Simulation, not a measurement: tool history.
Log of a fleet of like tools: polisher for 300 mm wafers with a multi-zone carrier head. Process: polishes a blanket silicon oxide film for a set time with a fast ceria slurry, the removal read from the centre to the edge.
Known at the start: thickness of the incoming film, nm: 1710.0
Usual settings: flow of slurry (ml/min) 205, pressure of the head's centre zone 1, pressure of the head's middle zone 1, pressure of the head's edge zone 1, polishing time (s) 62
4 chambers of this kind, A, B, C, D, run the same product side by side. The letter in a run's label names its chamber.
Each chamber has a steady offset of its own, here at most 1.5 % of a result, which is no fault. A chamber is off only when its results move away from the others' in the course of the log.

run   hour  flow of slurry (ml/min)  pressure of the head's centre zone  pressure of the head's middle zone  pressure of the head's edge zone  polishing time (s)  film removed at the wafer's centre (angstrom)  film removed at mid-radius (angstrom)  film removed at the wafer's edge (angstrom)
 1C    5.3                      205                                   1                                   1                                 1                  62                                         3861.9                                 3762.8                                       3803.4
 2A   10.2                      205                                   1                                   1                                 1                  62                                         3718.2                                 3860.4                                       3847.7
 3D   15.6                      205                                   1                                   1                                 1                  62                                         3789.7                                 3813.9                                         3761
 4B   18.8                      205                                   1                                   1                                 1                  62                                           3842                                   3833                                       3767.1
      22.9  -- chamber C: worn pad replaced by a new one
 5D   24.2                      205                                   1                                   1                                 1                  62                                         3749.3                                 3862.6                                       3753.5
      29.4  -- chamber B: worn pad replaced by a new one
 6B   30.1                      205                                   1                                   1                                 1                  62                                         3811.5                                   3904                                       3777.4
 7A   33.8                      205                                   1                                   1                              1.06                  62                                         3815.7                                 3798.5                                       3942.9
 8C   36.9                      205                                   1                                   1                              1.06                  62                                           3859                                 3804.2                                       3925.7
 9B   41.9                      205                                   1                                   1                              1.06                  62                                         3766.7                                 3771.7                                       3918.7
10D   44.6                      205                                   1                                   1                              1.06                  62                                         3742.4                                 3808.1                                       3939.3
11C     48                      205                                   1                                   1                              0.91                  77                                         4751.4                                 4581.9                                       4461.6
12A   53.8                      205                                   1                                   1                              0.91                  77                                         4730.7                                 4695.2                                       4496.8
13D   58.8                      205                                   1                                   1                              0.91                  77                                         4687.5                                 4735.1                                       4400.2
      63.3  -- chamber A: worn pad replaced by a new one
14B   64.7                      205                                   1                                   1                              0.91                  77                                         4726.1                                 4719.6                                       4488.5
15C   69.9                      205                                   1                                   1                                 1                  62                                         3845.1                                 3860.4                                       3808.3
16A   73.9                      205                                   1                                   1                                 1                  62                                         3710.6                                 3855.3                                       3824.9
17C   77.9                      205                                   1                                   1                                 1                  62                                         3933.9                                 3789.8                                       3827.6
18A   83.2                      205                                   1                                   1                                 1                  62                                         3849.4                                 3825.9                                         3838
19B   86.4                      205                                   1                                   1                                 1                  62                                         3864.6                                 3836.6                                         3796
20D   89.9                      205                                   1                                   1                                 1                  62                                         3746.4                                   3754                                       3735.6
      90.1  -- chamber B: worn pad replaced by a new one
21C   95.2                      205                                   1                                   1                                 1                  62                                         3908.9                                 3720.1                                       3741.4
22D   98.7                      205                                   1                                   1                                 1                  62                                           3810                                   3857                                       3686.2
      99.5  -- chamber D: worn pad replaced by a new one
23B  102.2                      205                                   1                                   1                                 1                  62                                         3816.4                                 3886.4                                       3799.6
24A  105.5                      205                                   1                                   1                                 1                  62                                         3823.6                                 3789.1                                         3885
25B  110.7                      205                                   1                                   1                                 1                  62                                         3772.5                                 3862.3                                       3785.5
     113.4  -- chamber C: worn pad replaced by a new one
26C  115.4                      205                                   1                                   1                              1.08                  69                                         4271.8                                 4195.1                                       4404.3
     118.6  -- chamber A: slurry nozzle cleaned
27D  121.1                      205                                   1                                   1                              1.08                  69                                           4151                                 4300.6                                       4358.7
28A  126.5                      205                                   1                                   1                              1.08                  69                                         4134.1                                 4185.5                                       4422.1
29B  130.5                      205                                   1                                   1                              1.08                  69                                         4216.3                                 4260.2                                         4373
30C  135.8                      205                                   1                                   1                                 1                  62                                         3837.8                                 3704.8                                       3796.6
31D  138.9                      205                                   1                                   1                                 1                  62                                           3777                                 3807.2                                       3731.8
32A  144.8                      205                                   1                                   1                                 1                  62                                         3752.9                                   3870                                       3842.2
33A  151.2                      205                                   1                                   1                                 1                  62                                         3737.2                                 3839.9                                       3802.3
     153.7  -- chamber B: worn pad replaced by a new one
34D  155.5                      205                                   1                                   1                                 1                  62                                         3751.9                                 3830.4                                       3712.1
35C    161                      205                                   1                                   1                                 1                  62                                         3830.1                                 3848.1                                         3810
36B  166.8                      140                                   1                                   1                                 1                  62                                         3600.2                                 3654.8                                       3607.4
37C  172.7                      140                                   1                                   1                                 1                  62                                         3529.9                                 3561.4                                       3604.5
38B  178.6                      140                                   1                                   1                                 1                  62                                         3531.2                                 3553.9                                       3662.4

Is one chamber off against the others, does the gauge drift, or is nothing wrong? If a chamber is off, say which, and what the likeliest cause is.

No chamber stands off beyond its own small offset, and the gauge holds steady.
